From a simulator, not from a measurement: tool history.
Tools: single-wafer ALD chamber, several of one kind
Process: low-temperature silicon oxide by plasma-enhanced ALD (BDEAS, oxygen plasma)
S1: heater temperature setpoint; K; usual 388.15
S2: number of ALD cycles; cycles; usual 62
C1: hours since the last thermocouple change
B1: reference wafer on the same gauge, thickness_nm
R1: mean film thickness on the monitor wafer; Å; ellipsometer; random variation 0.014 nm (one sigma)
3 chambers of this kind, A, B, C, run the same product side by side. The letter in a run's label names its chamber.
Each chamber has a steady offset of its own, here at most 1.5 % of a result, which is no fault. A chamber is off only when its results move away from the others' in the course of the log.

| run | hour | S1 | S2 | C1 | B1 | R1 |
|---|---|---|---|---|---|---|
| 1B | 11.9 | 388.15 | 62 | 765.2 | 9.0712 | 85.536 |
| 2A | 21.0 | 388.15 | 62 | 292.3 | 9.0706 | 86.996 |
| 3C | 31.2 | 388.15 | 62 | 687.9 | 9.0746 | 86.890 |
| 4A | 39.2 | 388.15 | 62 | 310.5 | 9.0784 | 86.994 |
| 5B | 48.4 | 388.15 | 62 | 801.7 | 9.0782 | 85.588 |
| 6C | 59.3 | 388.15 | 62 | 716.0 | 9.0788 | 87.164 |
| 7B | 66.4 | 388.15 | 62 | 819.7 | 9.0828 | 85.753 |
| 8C | 77.2 | 388.15 | 62 | 733.9 | 9.0837 | 87.103 |
| 9A | 87.5 | 388.15 | 70 | 358.8 | 9.0868 | 98.617 |
| 10C | 97.6 | 388.15 | 70 | 754.3 | 9.0884 | 98.524 |
| 11A | 104.6 | 388.15 | 70 | 375.9 | 9.0914 | 98.194 |
| 12B | 114.5 | 388.15 | 74 | 867.8 | 9.0904 | 102.410 |
| 13C | 125.2 | 388.15 | 74 | 781.9 | 9.0974 | 104.250 |
| 14A | 134.9 | 388.15 | 74 | 406.2 | 9.0985 | 104.520 |
| 15B | 140.3 | 401.15 | 52 | 893.6 | 9.0934 | 70.283 |
| 16A | 146.3 | 401.15 | 52 | 417.6 | 9.0943 | 71.414 |
| 17C | 155.2 | 401.15 | 52 | 811.9 | 9.0981 | 71.600 |
| 18B | 162.3 | 388.15 | 62 | 915.6 | 9.0973 | 85.728 |
| 19A | 172.7 | 374.15 | 69 | 444.0 | 9.1013 | 99.470 |
| 20C | 179.5 | 374.15 | 69 | 836.2 | 9.0994 | 100.050 |
| 21B | 185.0 | 374.15 | 69 | 938.3 | 9.1044 | 97.823 |
| 22A | 196.8 | 388.15 | 62 | 468.1 | 9.1043 | 87.319 |
| 23B | 208.5 | 388.15 | 62 | 961.8 | 9.1106 | 85.603 |
| 24C | 218.9 | 388.15 | 62 | 875.6 | 9.1088 | 87.549 |
| 25C | 230.5 | 388.15 | 55 | 887.2 | 9.1134 | 77.675 |
| 26A | 238.4 | 388.15 | 55 | 509.7 | 9.1163 | 77.674 |
| 27B | 244.6 | 388.15 | 55 | 997.9 | 9.1142 | 76.277 |
| 28A | 250.8 | 388.15 | 62 | 522.1 | 9.1183 | 87.257 |
| 29B | 257.1 | 388.15 | 62 | 1010.4 | 9.1181 | 85.936 |
| 30C | 264.4 | 388.15 | 62 | 921.1 | 9.1175 | 87.783 |
| 31A | 273.7 | 388.15 | 70 | 545.0 | 9.1201 | 98.481 |
|  | 277.1 | chamber B: thermocouple changed; heater temperature recalibrated |
| 32C | 284.0 | 388.15 | 70 | 940.7 | 9.1242 | 98.797 |
| 33B | 289.9 | 388.15 | 70 | 12.9 | 9.1311 | 97.034 |
| 34C | 301.8 | 388.15 | 62 | 958.5 | 9.1320 | 87.688 |
| 35A | 309.8 | 388.15 | 62 | 581.1 | 9.1312 | 87.367 |
| 36B | 319.6 | 388.15 | 62 | 42.6 | 9.1284 | 86.092 |

Is one chamber off against the others, does the gauge drift, or is nothing wrong? If a chamber is off, say which, and what the likeliest cause is.

The gauge drifts, so all chambers seem to drift together. No chamber is off.
Cause: gauge reads high (%) = 0.686.
